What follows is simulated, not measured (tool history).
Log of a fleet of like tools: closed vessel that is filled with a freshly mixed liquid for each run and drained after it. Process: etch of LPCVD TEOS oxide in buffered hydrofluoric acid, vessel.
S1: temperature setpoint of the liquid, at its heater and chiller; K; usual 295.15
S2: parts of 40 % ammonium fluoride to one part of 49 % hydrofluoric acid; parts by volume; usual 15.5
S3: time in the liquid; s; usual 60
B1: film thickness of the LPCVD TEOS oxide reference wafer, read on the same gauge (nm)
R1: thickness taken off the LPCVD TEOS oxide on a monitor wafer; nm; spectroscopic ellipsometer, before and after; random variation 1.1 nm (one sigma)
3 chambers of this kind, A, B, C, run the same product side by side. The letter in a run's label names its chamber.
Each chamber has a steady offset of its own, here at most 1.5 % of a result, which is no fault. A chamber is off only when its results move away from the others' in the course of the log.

{"run": "1C", "day": 0.192, "S1": 295.15, "S2": 15.5, "S3": 60, "B1": 119.99, "R1": 188.64}
{"run": "2B", "day": 0.517, "S1": 295.15, "S2": 15.5, "S3": 60, "B1": 120.0, "R1": 188.89}
{"run": "3A", "day": 0.804, "S1": 295.15, "S2": 15.5, "S3": 60, "B1": 120.0, "R1": 185.37}
{"run": "4C", "day": 0.988, "S1": 295.15, "S2": 15.5, "S3": 60, "B1": 120.01, "R1": 186.62}
{"run": "5A", "day": 1.212, "S1": 295.15, "S2": 15.5, "S3": 60, "B1": 119.99, "R1": 186.09}
{"run": "6B", "day": 1.521, "S1": 295.15, "S2": 15.5, "S3": 60, "B1": 119.98, "R1": 189.22}
{"run": "7A", "day": 1.679, "S1": 295.15, "S2": 15.5, "S3": 80, "B1": 119.95, "R1": 250.48}
{"run": "8C", "day": 1.942, "S1": 295.15, "S2": 15.5, "S3": 80, "B1": 120.0, "R1": 252.14}
{"run": "9B", "day": 2.167, "S1": 295.15, "S2": 15.5, "S3": 80, "B1": 120.03, "R1": 246.68}
{"run": "10A", "day": 2.45, "S1": 300.15, "S2": 15.5, "S3": 40, "B1": 119.96, "R1": 160.01}
{"run": "11B", "day": 2.621, "S1": 300.15, "S2": 15.5, "S3": 40, "B1": 119.99, "R1": 166.24}
{"run": "12C", "day": 2.767, "S1": 300.15, "S2": 15.5, "S3": 40, "B1": 120.0, "R1": 165.26}
{"run": "13A", "day": 2.95, "S1": 297.65, "S2": 18.0, "S3": 60, "B1": 119.98, "R1": 181.93}
{"run": "14C", "day": 3.138, "S1": 297.65, "S2": 18.0, "S3": 60, "B1": 120.0, "R1": 186.24}
{"run": "15B", "day": 3.412, "S1": 297.65, "S2": 18.0, "S3": 60, "B1": 120.02, "R1": 185.98}
{"run": "16C", "day": 3.646, "S1": 295.15, "S2": 15.5, "S3": 60, "B1": 120.01, "R1": 187.44}
{"run": "17B", "day": 3.8, "S1": 295.15, "S2": 15.5, "S3": 60, "B1": 120.0, "R1": 185.3}
{"run": "18A", "day": 4.021, "S1": 295.15, "S2": 19.0, "S3": 60, "B1": 120.03, "R1": 148.49}
{"run": "19A", "day": 4.292, "S1": 295.15, "S2": 19.0, "S3": 60, "B1": 120.01, "R1": 147.06}
{"run": "20C", "day": 4.504, "S1": 295.15, "S2": 19.0, "S3": 60, "B1": 120.0, "R1": 154.87}
{"run": "21B", "day": 4.7, "S1": 295.15, "S2": 15.5, "S3": 60, "B1": 120.02, "R1": 188.86}
{"run": "22A", "day": 4.933, "S1": 295.15, "S2": 15.5, "S3": 60, "B1": 119.98, "R1": 177.36}
{"run": "23B", "day": 5.188, "S1": 295.15, "S2": 15.5, "S3": 60, "B1": 119.99, "R1": 186.87}
{"run": "24C", "day": 5.512, "S1": 295.15, "S2": 15.5, "S3": 60, "B1": 120.01, "R1": 189.11}
{"run": "25C", "day": 5.75, "S1": 295.15, "S2": 15.5, "S3": 60, "B1": 119.96, "R1": 188.06}

All 3 chambers run these settings next. Forecast each chamber's results:
{"run": "26A", "day": 5.996, "S1": 291.65, "S2": 15.5, "S3": 60, "R1": "?"}
{"run": "26B", "day": 5.996, "S1": 291.65, "S2": 15.5, "S3": 60, "R1": "?"}
{"run": "26C", "day": 5.996, "S1": 291.65, "S2": 15.5, "S3": 60, "R1": "?"}

run=26A R1=145.22
run=26B R1=153.99
run=26C R1=153.69
